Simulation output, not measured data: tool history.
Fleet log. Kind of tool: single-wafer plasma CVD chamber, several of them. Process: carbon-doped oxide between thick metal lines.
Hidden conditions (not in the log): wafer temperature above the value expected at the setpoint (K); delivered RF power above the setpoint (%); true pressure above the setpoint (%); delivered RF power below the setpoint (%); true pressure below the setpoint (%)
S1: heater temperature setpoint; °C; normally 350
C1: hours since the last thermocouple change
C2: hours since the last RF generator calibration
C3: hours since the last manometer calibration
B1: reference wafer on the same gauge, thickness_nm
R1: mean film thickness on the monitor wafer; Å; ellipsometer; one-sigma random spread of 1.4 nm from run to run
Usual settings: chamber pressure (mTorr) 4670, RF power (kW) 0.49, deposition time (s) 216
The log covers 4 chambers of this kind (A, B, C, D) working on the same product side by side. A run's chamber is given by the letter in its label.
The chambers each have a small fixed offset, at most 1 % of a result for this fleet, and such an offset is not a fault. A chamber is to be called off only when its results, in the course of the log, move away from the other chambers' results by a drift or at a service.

Run 1A, day 0.171: usual settings; C1 960.2; C2 1722.6; C3 2247.4; B1 1159.9. Result: R1 10517 Å.
Run 2B, day 0.392: usual settings; C1 945.9; C2 26.2; C3 869.5; B1 1159.5. Result: R1 10623 Å.
Run 3C, day 0.708: usual settings; C1 885.5; C2 313.4; C3 1933.1; B1 1159.2. Result: R1 10604 Å.
Run 4D, day 0.917: usual settings; C1 1927.8; C2 605.4; C3 399.8; B1 1159.5. Result: R1 10605 Å.
Run 5A, day 1.254: usual settings but chamber pressure (mTorr) 4020; C1 986.2; C2 1748.6; C3 2273.4; B1 1158.7. Result: R1 10269 Å.
Run 6D, day 1.517: usual settings but chamber pressure (mTorr) 4020; C1 1942.2; C2 619.8; C3 414.2; B1 1158.8. Result: R1 10416 Å.
Run 7B, day 1.767: usual settings but chamber pressure (mTorr) 4020; C1 978.9; C2 59.2; C3 902.5; B1 1158.3. Result: R1 10378 Å.
Run 8C, day 1.942: usual settings but chamber pressure (mTorr) 4020; C1 915.1; C2 343; C3 1962.7; B1 1158.1. Result: R1 10351 Å.
Run 9A, day 2.258: usual settings but RF power (kW) 0.43, deposition time (s) 240; C1 1010.3; C2 1772.7; C3 2297.5; B1 1158. Result: R1 10703 Å.
Run 10C, day 2.467: usual settings but RF power (kW) 0.43, deposition time (s) 240; C1 927.7; C2 355.6; C3 1975.3; B1 1157.9. Result: R1 10766 Å.
Run 11D, day 2.729: usual settings but RF power (kW) 0.43, deposition time (s) 240; C1 1971.3; C2 648.9; C3 443.3; B1 1157.3. Result: R1 10744 Å.
Run 12B, day 2.942: usual settings but RF power (kW) 0.43, deposition time (s) 240; C1 1007.1; C2 87.4; C3 930.7; B1 1157.2. Result: R1 10822 Å.
Run 13A, day 3.192: usual settings; C1 1032.7; C2 1795.1; C3 2319.9; B1 1157.3. Result: R1 10507 Å.
Run 14C, day 3.529: usual settings but RF power (kW) 0.42, deposition time (s) 243; C1 953.2; C2 381.1; C3 2000.8; B1 1156.9. Result: R1 10715 Å.
Run 15D, day 3.804: usual settings but RF power (kW) 0.42, deposition time (s) 243; C1 1997.1; C2 674.7; C3 469.1; B1 1156.1. Result: R1 10724 Å.
At day 3.925: chamber D: thermocouple changed; heater temperature recalibrated.
Run 16B, day 4.138: usual settings but RF power (kW) 0.42, deposition time (s) 243; C1 1035.8; C2 116.1; C3 959.4; B1 1156.2. Result: R1 10738 Å.
Run 17B, day 4.454: usual settings but RF power (kW) 0.42, deposition time (s) 243; C1 1043.4; C2 123.7; C3 967; B1 1155.7. Result: R1 10739 Å.
Run 18C, day 4.817: usual settings; C1 984.1; C2 412; C3 2031.7; B1 1155.8. Result: R1 10576 Å.
Run 19D, day 5.092: usual settings; C1 28.1; C2 705.6; C3 500; B1 1155.2. Result: R1 10578 Å.
Run 20A, day 5.375: usual settings; C1 1085.1; C2 1847.5; C3 2372.3; B1 1154.6. Result: R1 10506 Å.
Run 21C, day 5.562: usual settings; C1 1002; C2 429.9; C3 2049.6; B1 1154.8. Result: R1 10549 Å.
Run 22D, day 5.812: usual settings; C1 45.4; C2 722.9; C3 517.3; B1 1154.7. Result: R1 10577 Å.
Run 23A, day 6.167: usual settings; C1 1104.1; C2 1866.5; C3 2391.3; B1 1154.2. Result: R1 10470 Å.
At day 6.483: chamber B: capacitance manometer re-zeroed and calibrated.
Run 24B, day 6.492: usual settings but chamber pressure (mTorr) 5640; C1 1092.3; C2 172.6; C3 0.3; B1 1153.6. Result: R1 10847 Å.

Predict what each chamber gives when all 4 of them run the settings below next.
Run 25A, day 6.762: usual settings. Result: R1 ?.
Run 25B, day 6.762: usual settings. Result: R1 ?.
Run 25C, day 6.762: usual settings. Result: R1 ?.
Run 25D, day 6.762: usual settings. Result: R1 ?.

run     R1
25A  10487
25B  10566
25C  10555
25D  10552
